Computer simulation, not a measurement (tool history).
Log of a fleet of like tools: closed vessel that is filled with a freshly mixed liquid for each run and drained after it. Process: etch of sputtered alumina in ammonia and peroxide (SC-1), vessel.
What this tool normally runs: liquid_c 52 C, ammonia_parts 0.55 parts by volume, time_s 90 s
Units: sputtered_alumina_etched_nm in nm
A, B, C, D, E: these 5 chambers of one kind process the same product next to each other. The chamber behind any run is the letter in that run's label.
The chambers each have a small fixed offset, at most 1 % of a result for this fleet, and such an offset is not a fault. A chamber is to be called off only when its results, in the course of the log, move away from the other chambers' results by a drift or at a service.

run   hour  liquid_c  ammonia_parts  time_s  read-back film thickness of the sputtered alumina reference wafer, read on the same gauge (nm)  sputtered_alumina_etched_nm
 1B    8.2        52           0.55      90                                                                                             140                       6.7009
 2A   13.4        52           0.55      90                                                                                          139.99                       6.7405
 3C   19.5        52           0.55      90                                                                                          139.98                       6.7124
 4D   27.9        52           0.55      90                                                                                          140.02                       6.6859
 5E   35.1        52           0.55      90                                                                                          139.98                       6.7274
 6C   43.1        52           0.55      90                                                                                          140.01                       6.7683
 7B   47.8        52           0.55      90                                                                                          139.98                       6.6877
      53.6  -- chamber E: new drum of ammonia solution connected
 8E   53.6        52           0.55      90                                                                                          140.05                       6.6273
 9A   58.9        56           0.55     120                                                                                          140.01                        10.98
10D   65.3        56           0.55     120                                                                                          140.02                       10.938
11B   72.6        56           0.55     120                                                                                          139.98                       11.049
12A     79        56           0.55     120                                                                                          140.01                       11.039
13E   86.9        56           0.55     120                                                                                             140                        11.11
14D     95      56.5           0.25      90                                                                                          139.95                        7.913
15C  103.6      56.5           0.25      90                                                                                             140                       8.0015
16B  107.3      56.5           0.25      90                                                                                          139.99                       7.8374
17E  111.7      56.5           0.25      90                                                                                          139.99                        7.925
18C  120.2      56.5           0.25      90                                                                                          139.95                       8.0464
19A  124.4        52           0.75     110                                                                                          139.98                       8.4887
20D  131.4        52           0.75     110                                                                                          139.98                        8.378
21C  137.7        52           0.75     110                                                                                          140.03                       8.5386
22A  142.7        52           0.75     110                                                                                          140.02                       8.4194
23E  146.6        52           0.75     110                                                                                          139.98                       8.4463
24B  151.8        52           0.55      90                                                                                          140.01                        6.582
25D  158.4        52           0.55      90                                                                                          139.98                       6.5973
26A  163.1        52           0.55      55                                                                                             140                       4.0637
27E  167.9        52           0.55      55                                                                                          140.02                       4.0948
28B  173.3        52           0.55      55                                                                                          139.98                       3.9252
29C  181.3        52           0.55      55                                                                                          140.01                       4.1434
30D  185.6        52           0.55      55                                                                                          139.97                       4.1175
31A  189.4        52           0.55      90                                                                                          140.01                       6.6795
32C  197.2        52           0.55      90                                                                                          139.97                       6.7961
33D  204.6        52           0.55      90                                                                                          139.99                        6.592
34B    212        52           0.55      90                                                                                             140                       6.4923
35E    220        52           0.55      90                                                                                          140.02                       6.6875
36B  224.3        52           0.55      90                                                                                          139.97                        6.392
37C  229.7        52           0.55      90                                                                                          139.97                       6.6909
38E  235.1        52           0.55      90                                                                                          140.03                       6.6543
39A    242        52           0.55      90                                                                                          140.01                       6.6179
40D  249.9        52           0.55      90                                                                                          140.03                       6.6426
41E  257.6        52           0.55      90                                                                                          139.98                        6.712

Is one chamber off against the others, does the gauge drift, or is nothing wrong? If a chamber is off, say which, and what the likeliest cause is.

It is chamber B that slowly wanders off from its peers.
What lies behind it: liquid colder than its thermometer reads (K) = 1.07.

Which of the 4 candidates below, each the usual settings with something changed and its results left as question marks, puts chamber B back in line with what the other chambers give on the usual settings?
Counts as in line when no further than this from what the other chambers average on the usual settings: sputtered_alumina_etched_nm 0.14 nm
42B-1  263.8        52           0.55      85                                                                                                                            ?
42B-2  263.8        52           0.65      90                                                                                                                            ?
42B-3  263.8        52           0.55      95                                                                                                                            ?
42B-4  263.8        52           0.45      90                                                                                                                            ?

Usual-settings mean across the other chambers: sputtered_alumina_etched_nm 6.6934 nm
  run  sputtered_alumina_etched_nm
42B-1                       5.9953
42B-2                       6.4487
42B-3                       6.7006
42B-4                       6.2292
It is 42B-3 that realigns the chamber with its peers.
